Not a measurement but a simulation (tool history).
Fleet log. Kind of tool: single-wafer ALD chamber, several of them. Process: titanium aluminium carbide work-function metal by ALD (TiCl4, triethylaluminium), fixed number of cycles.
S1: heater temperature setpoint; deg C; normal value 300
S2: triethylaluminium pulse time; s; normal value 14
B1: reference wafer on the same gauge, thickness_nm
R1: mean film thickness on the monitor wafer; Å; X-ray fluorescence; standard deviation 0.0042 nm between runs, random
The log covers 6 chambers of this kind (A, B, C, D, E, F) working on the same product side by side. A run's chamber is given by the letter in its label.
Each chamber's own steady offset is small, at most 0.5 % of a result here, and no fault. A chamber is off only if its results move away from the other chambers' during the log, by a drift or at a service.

Run 1D, day 0.162: usual settings; B1 2.02. Result: R1 20.408 Å.
Run 2E, day 0.45: usual settings; B1 2.02. Result: R1 20.493 Å.
Run 3F, day 0.642: usual settings; B1 2.0198. Result: R1 20.528 Å.
Run 4B, day 0.829: usual settings; B1 2.0197. Result: R1 20.462 Å.
Run 5C, day 1.117: usual settings but S1 286 deg C; B1 2.0194. Result: R1 19.221 Å.
Run 6A, day 1.3: usual settings but S1 286 deg C; B1 2.0204. Result: R1 19.162 Å.
Run 7A, day 1.575: usual settings but S1 286 deg C; B1 2.0192. Result: R1 19.208 Å.
Run 8D, day 1.838: usual settings but S1 286 deg C; B1 2.0202. Result: R1 19.103 Å.
Run 9B, day 2.025: usual settings but S1 286 deg C; B1 2.0208. Result: R1 19.167 Å.
Run 10F, day 2.275: usual settings but S1 286 deg C; B1 2.0209. Result: R1 19.352 Å.
Run 11C, day 2.429: usual settings; B1 2.0202. Result: R1 20.46 Å.
Run 12E, day 2.642: usual settings; B1 2.0207. Result: R1 20.425 Å.
Run 13C, day 2.779: usual settings; B1 2.0192. Result: R1 20.441 Å.
Run 14B, day 3.096: usual settings; B1 2.0188. Result: R1 20.471 Å.
Run 15F, day 3.325: usual settings; B1 2.0214. Result: R1 20.531 Å.
Run 16E, day 3.583: usual settings; B1 2.0197. Result: R1 20.558 Å.
Run 17A, day 3.879: usual settings; B1 2.0206. Result: R1 20.452 Å.
Run 18D, day 4.121: usual settings; B1 2.0201. Result: R1 20.357 Å.
Run 19A, day 4.292: usual settings; B1 2.019. Result: R1 20.382 Å.
Run 20D, day 4.462: usual settings; B1 2.0202. Result: R1 20.416 Å.
At day 4.654: chamber A: thermocouple changed; heater temperature recalibrated.
Run 21B, day 4.679: usual settings; B1 2.0192. Result: R1 20.505 Å.
Run 22E, day 4.996: usual settings; B1 2.0195. Result: R1 20.508 Å.
Run 23C, day 5.217: usual settings; B1 2.0213. Result: R1 20.428 Å.
Run 24F, day 5.392: usual settings; B1 2.0199. Result: R1 20.55 Å.
Run 25D, day 5.579: usual settings; B1 2.0201. Result: R1 20.399 Å.
At day 5.608: chamber C: triethylaluminium bottle replaced.
Run 26A, day 5.879: usual settings; B1 2.0196. Result: R1 20.764 Å.
Run 27E, day 6.017: usual settings; B1 2.0194. Result: R1 20.47 Å.
Run 28F, day 6.217: usual settings; B1 2.0208. Result: R1 20.564 Å.
Run 29C, day 6.404: usual settings; B1 2.0196. Result: R1 20.445 Å.
Run 30B, day 6.558: usual settings but S2 10.14 s; B1 2.0192. Result: R1 19.864 Å.
Run 31D, day 6.858: usual settings but S2 10.14 s; B1 2.0197. Result: R1 19.804 Å.
Run 32C, day 7.112: usual settings but S2 10.14 s; B1 2.0201. Result: R1 19.959 Å.
Run 33A, day 7.433: usual settings but S2 10.14 s; B1 2.0195. Result: R1 20.282 Å.
Run 34E, day 7.588: usual settings but S2 10.14 s; B1 2.0196. Result: R1 19.955 Å.
Run 35B, day 7.896: usual settings but S2 10.14 s; B1 2.0201. Result: R1 19.925 Å.
Run 36F, day 8.179: usual settings; B1 2.02. Result: R1 20.535 Å.
Run 37E, day 8.475: usual settings; B1 2.0203. Result: R1 20.504 Å.
Run 38A, day 8.667: usual settings; B1 2.02. Result: R1 20.828 Å.
Run 39F, day 8.971: usual settings; B1 2.0202. Result: R1 20.549 Å.

Decide between three cases: one chamber stands off from its peers, the gauge reading all wafers drifts, or nothing is wrong past each chamber's small offset. Where a chamber is off, say which and what most likely put it there.

A service left chamber A off against the others.
Cause: wafer temperature above the value expected at the setpoint (K) = 4.36.

Here are 4 candidates for chamber A's next run, each the usual settings with a change, their results left as question marks. Which one brings its results back in line with what the others give on the usual settings?
Maximum distance from the other chambers' mean on the usual settings for a result to count as in line: R1 0.16 Å
Run 40A-1, day 9.2: usual settings but S1 296 deg C. Result: R1 ?.
Run 40A-2, day 9.2: usual settings but S1 292 deg C. Result: R1 ?.
Run 40A-3, day 9.2: usual settings but S1 304 deg C, S2 14.41 s. Result: R1 ?.
Run 40A-4, day 9.2: usual settings but S1 307 deg C, S2 14.77 s. Result: R1 ?.

Average result of the remaining chambers running the usual settings: R1 20.452 Å
  run      R1
40A-1  20.473
40A-2  20.122
40A-3  21.203
40A-4  21.488
40A-1 puts the chamber back in line with the other chambers.
